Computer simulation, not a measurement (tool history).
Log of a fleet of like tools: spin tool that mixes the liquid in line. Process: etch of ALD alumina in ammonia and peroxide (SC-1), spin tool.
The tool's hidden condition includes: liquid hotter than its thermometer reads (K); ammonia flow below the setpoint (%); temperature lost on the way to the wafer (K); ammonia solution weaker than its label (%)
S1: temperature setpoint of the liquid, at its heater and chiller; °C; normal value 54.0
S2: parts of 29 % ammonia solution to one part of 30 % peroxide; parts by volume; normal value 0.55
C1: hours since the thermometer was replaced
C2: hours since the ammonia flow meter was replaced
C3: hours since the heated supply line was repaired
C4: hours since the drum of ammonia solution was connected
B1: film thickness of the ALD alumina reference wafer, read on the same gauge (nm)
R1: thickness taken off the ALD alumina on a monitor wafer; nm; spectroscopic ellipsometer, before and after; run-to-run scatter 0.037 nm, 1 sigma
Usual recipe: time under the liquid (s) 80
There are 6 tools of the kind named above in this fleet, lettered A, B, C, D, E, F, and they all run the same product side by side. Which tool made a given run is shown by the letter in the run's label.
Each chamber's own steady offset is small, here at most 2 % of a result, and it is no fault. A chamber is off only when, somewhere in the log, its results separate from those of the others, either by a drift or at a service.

run 1B hour=7.8 | S1=54.0 S2=0.55 time_under_the_liquid_(s)=80 | C1=317.7 C2=325.0 C3=168.4 C4=39.8 | B1=39.997 | R1=4.1853
run 2F hour=15.9 | S1=54.0 S2=0.55 time_under_the_liquid_(s)=80 | C1=2252.4 C2=272.7 C3=1590.7 C4=375.6 | B1=40.021 | R1=4.1943
-- hour=17.2 chamber C: new drum of ammonia solution connected
run 3E hour=23.6 | S1=54.0 S2=0.55 time_under_the_liquid_(s)=80 | C1=1351.4 C2=1014.1 C3=487.0 C4=347.4 | B1=39.979 | R1=4.2352
run 4D hour=31.6 | S1=54.0 S2=0.55 time_under_the_liquid_(s)=80 | C1=353.9 C2=893.5 C3=182.4 C4=540.9 | B1=40.007 | R1=4.2441
run 5C hour=36.4 | S1=54.0 S2=0.55 time_under_the_liquid_(s)=80 | C1=104.6 C2=40.4 C3=652.2 C4=19.2 | B1=39.983 | R1=4.2718
-- hour=40.3 chamber F: thermometer replaced
run 6A hour=44.6 | S1=54.0 S2=0.55 time_under_the_liquid_(s)=80 | C1=473.1 C2=1087.7 C3=178.3 C4=167.9 | B1=39.993 | R1=4.1871
run 7C hour=48.7 | S1=54.0 S2=0.55 time_under_the_liquid_(s)=80 | C1=116.9 C2=52.7 C3=664.5 C4=31.5 | B1=40.019 | R1=4.2759
run 8D hour=54.3 | S1=54.0 S2=0.55 time_under_the_liquid_(s)=80 | C1=376.6 C2=916.2 C3=205.1 C4=563.6 | B1=39.997 | R1=4.2628
run 9F hour=61.3 | S1=54.0 S2=0.55 time_under_the_liquid_(s)=80 | C1=21.1 C2=318.1 C3=1636.1 C4=421.0 | B1=39.985 | R1=4.1497
run 10A hour=67.9 | S1=54.0 S2=0.40 time_under_the_liquid_(s)=80 | C1=496.4 C2=1111.0 C3=201.6 C4=191.2 | B1=39.968 | R1=4.1306
run 11B hour=72.0 | S1=54.0 S2=0.40 time_under_the_liquid_(s)=80 | C1=381.9 C2=389.2 C3=232.6 C4=104.0 | B1=39.998 | R1=4.0491
run 12E hour=80.2 | S1=54.0 S2=0.40 time_under_the_liquid_(s)=80 | C1=1408.0 C2=1070.7 C3=543.6 C4=404.0 | B1=39.966 | R1=4.1940
run 13B hour=84.1 | S1=54.0 S2=0.40 time_under_the_liquid_(s)=80 | C1=394.0 C2=401.3 C3=244.7 C4=116.1 | B1=40.011 | R1=4.0834
run 14F hour=90.9 | S1=54.0 S2=0.40 time_under_the_liquid_(s)=80 | C1=50.7 C2=347.7 C3=1665.7 C4=450.6 | B1=39.976 | R1=4.0392
run 15A hour=98.8 | S1=54.0 S2=0.40 time_under_the_liquid_(s)=80 | C1=527.3 C2=1141.9 C3=232.5 C4=222.1 | B1=39.995 | R1=4.1542
run 16E hour=103.7 | S1=54.0 S2=0.55 time_under_the_liquid_(s)=80 | C1=1431.5 C2=1094.2 C3=567.1 C4=427.5 | B1=40.003 | R1=4.3528
run 17D hour=109.2 | S1=54.0 S2=0.55 time_under_the_liquid_(s)=80 | C1=431.5 C2=971.1 C3=260.0 C4=618.5 | B1=40.020 | R1=4.2760
run 18C hour=113.0 | S1=54.0 S2=0.55 time_under_the_liquid_(s)=80 | C1=181.2 C2=117.0 C3=728.8 C4=95.8 | B1=40.016 | R1=4.1945
-- hour=118.0 chamber C: heated supply line repaired
run 19A hour=119.3 | S1=54.0 S2=0.55 time_under_the_liquid_(s)=80 | C1=547.8 C2=1162.4 C3=253.0 C4=242.6 | B1=40.033 | R1=4.2197
-- hour=122.2 chamber F: new drum of ammonia solution connected
run 20E hour=125.2 | S1=54.0 S2=0.55 time_under_the_liquid_(s)=80 | C1=1453.0 C2=1115.7 C3=588.6 C4=449.0 | B1=39.948 | R1=4.3875
run 21C hour=129.1 | S1=50.5 S2=0.55 time_under_the_liquid_(s)=40 | C1=197.3 C2=133.1 C3=11.2 C4=111.9 | B1=40.024 | R1=1.7642
run 22B hour=133.8 | S1=50.5 S2=0.55 time_under_the_liquid_(s)=40 | C1=443.7 C2=451.0 C3=294.4 C4=165.8 | B1=39.971 | R1=1.7640
run 23D hour=137.6 | S1=50.5 S2=0.55 time_under_the_liquid_(s)=40 | C1=459.9 C2=999.5 C3=288.4 C4=646.9 | B1=40.027 | R1=1.7509
run 24F hour=142.2 | S1=50.5 S2=0.55 time_under_the_liquid_(s)=40 | C1=102.0 C2=399.0 C3=1717.0 C4=20.0 | B1=40.040 | R1=1.7305
run 25A hour=148.2 | S1=50.5 S2=0.55 time_under_the_liquid_(s)=40 | C1=576.7 C2=1191.3 C3=281.9 C4=271.5 | B1=40.007 | R1=1.7448
run 26F hour=156.4 | S1=50.5 S2=0.55 time_under_the_liquid_(s)=40 | C1=116.2 C2=413.2 C3=1731.2 C4=34.2 | B1=39.987 | R1=1.7164
run 27C hour=163.6 | S1=54.0 S2=0.55 time_under_the_liquid_(s)=80 | C1=231.8 C2=167.6 C3=45.7 C4=146.4 | B1=39.980 | R1=4.2662
run 28E hour=169.5 | S1=54.0 S2=0.55 time_under_the_liquid_(s)=80 | C1=1497.3 C2=1160.0 C3=632.9 C4=493.3 | B1=40.032 | R1=4.4671
run 29B hour=177.7 | S1=54.0 S2=0.55 time_under_the_liquid_(s)=80 | C1=487.6 C2=494.9 C3=338.3 C4=209.7 | B1=40.007 | R1=4.1951
run 30D hour=182.6 | S1=54.0 S2=0.55 time_under_the_liquid_(s)=80 | C1=504.9 C2=1044.5 C3=333.4 C4=691.9 | B1=40.020 | R1=4.2381
run 31E hour=188.4 | S1=54.0 S2=0.55 time_under_the_liquid_(s)=80 | C1=1516.2 C2=1178.9 C3=651.8 C4=512.2 | B1=39.984 | R1=4.4860
run 32A hour=192.0 | S1=54.0 S2=0.55 time_under_the_liquid_(s)=80 | C1=620.5 C2=1235.1 C3=325.7 C4=315.3 | B1=40.020 | R1=4.1828
run 33F hour=198.4 | S1=54.0 S2=0.55 time_under_the_liquid_(s)=80 | C1=158.2 C2=455.2 C3=1773.2 C4=76.2 | B1=39.988 | R1=4.1330
run 34C hour=206.0 | S1=54.0 S2=0.55 time_under_the_liquid_(s)=130 | C1=274.2 C2=210.0 C3=88.1 C4=188.8 | B1=39.999 | R1=6.8814
run 35B hour=213.2 | S1=54.0 S2=0.55 time_under_the_liquid_(s)=130 | C1=523.1 C2=530.4 C3=373.8 C4=245.2 | B1=40.007 | R1=6.7552
run 36D hour=219.2 | S1=54.0 S2=0.55 time_under_the_liquid_(s)=130 | C1=541.5 C2=1081.1 C3=370.0 C4=728.5 | B1=40.004 | R1=6.8536
run 37B hour=224.5 | S1=54.0 S2=0.55 time_under_the_liquid_(s)=130 | C1=534.4 C2=541.7 C3=385.1 C4=256.5 | B1=39.985 | R1=6.9012
run 38A hour=231.7 | S1=54.0 S2=0.55 time_under_the_liquid_(s)=130 | C1=660.2 C2=1274.8 C3=365.4 C4=355.0 | B1=40.052 | R1=6.8625
run 39E hour=238.6 | S1=54.0 S2=0.55 time_under_the_liquid_(s)=130 | C1=1566.4 C2=1229.1 C3=702.0 C4=562.4 | B1=40.010 | R1=7.5133
run 40C hour=245.0 | S1=54.0 S2=0.55 time_under_the_liquid_(s)=80 | C1=313.2 C2=249.0 C3=127.1 C4=227.8 | B1=40.046 | R1=4.2439
run 41D hour=252.9 | S1=54.0 S2=0.55 time_under_the_liquid_(s)=80 | C1=575.2 C2=1114.8 C3=403.7 C4=762.2 | B1=39.991 | R1=4.2933
run 42F hour=261.2 | S1=49.0 S2=0.30 time_under_the_liquid_(s)=80 | C1=221.0 C2=518.0 C3=1836.0 C4=139.0 | B1=39.973 | R1=3.0011

Predict what each chamber gives when all 6 of them run the settings below next.
run 43A hour=267.1 | S1=54.0 S2=0.80 time_under_the_liquid_(s)=80 | R1=?
run 43B hour=267.1 | S1=54.0 S2=0.80 time_under_the_liquid_(s)=80 | R1=?
run 43C hour=267.1 | S1=54.0 S2=0.80 time_under_the_liquid_(s)=80 | R1=?
run 43D hour=267.1 | S1=54.0 S2=0.80 time_under_the_liquid_(s)=80 | R1=?
run 43E hour=267.1 | S1=54.0 S2=0.80 time_under_the_liquid_(s)=80 | R1=?
run 43F hour=267.1 | S1=54.0 S2=0.80 time_under_the_liquid_(s)=80 | R1=?

run=43A R1=4.3572
run=43B R1=4.3704
run=43C R1=4.3670
run=43D R1=4.3712
run=43E R1=4.7931
run=43F R1=4.3300

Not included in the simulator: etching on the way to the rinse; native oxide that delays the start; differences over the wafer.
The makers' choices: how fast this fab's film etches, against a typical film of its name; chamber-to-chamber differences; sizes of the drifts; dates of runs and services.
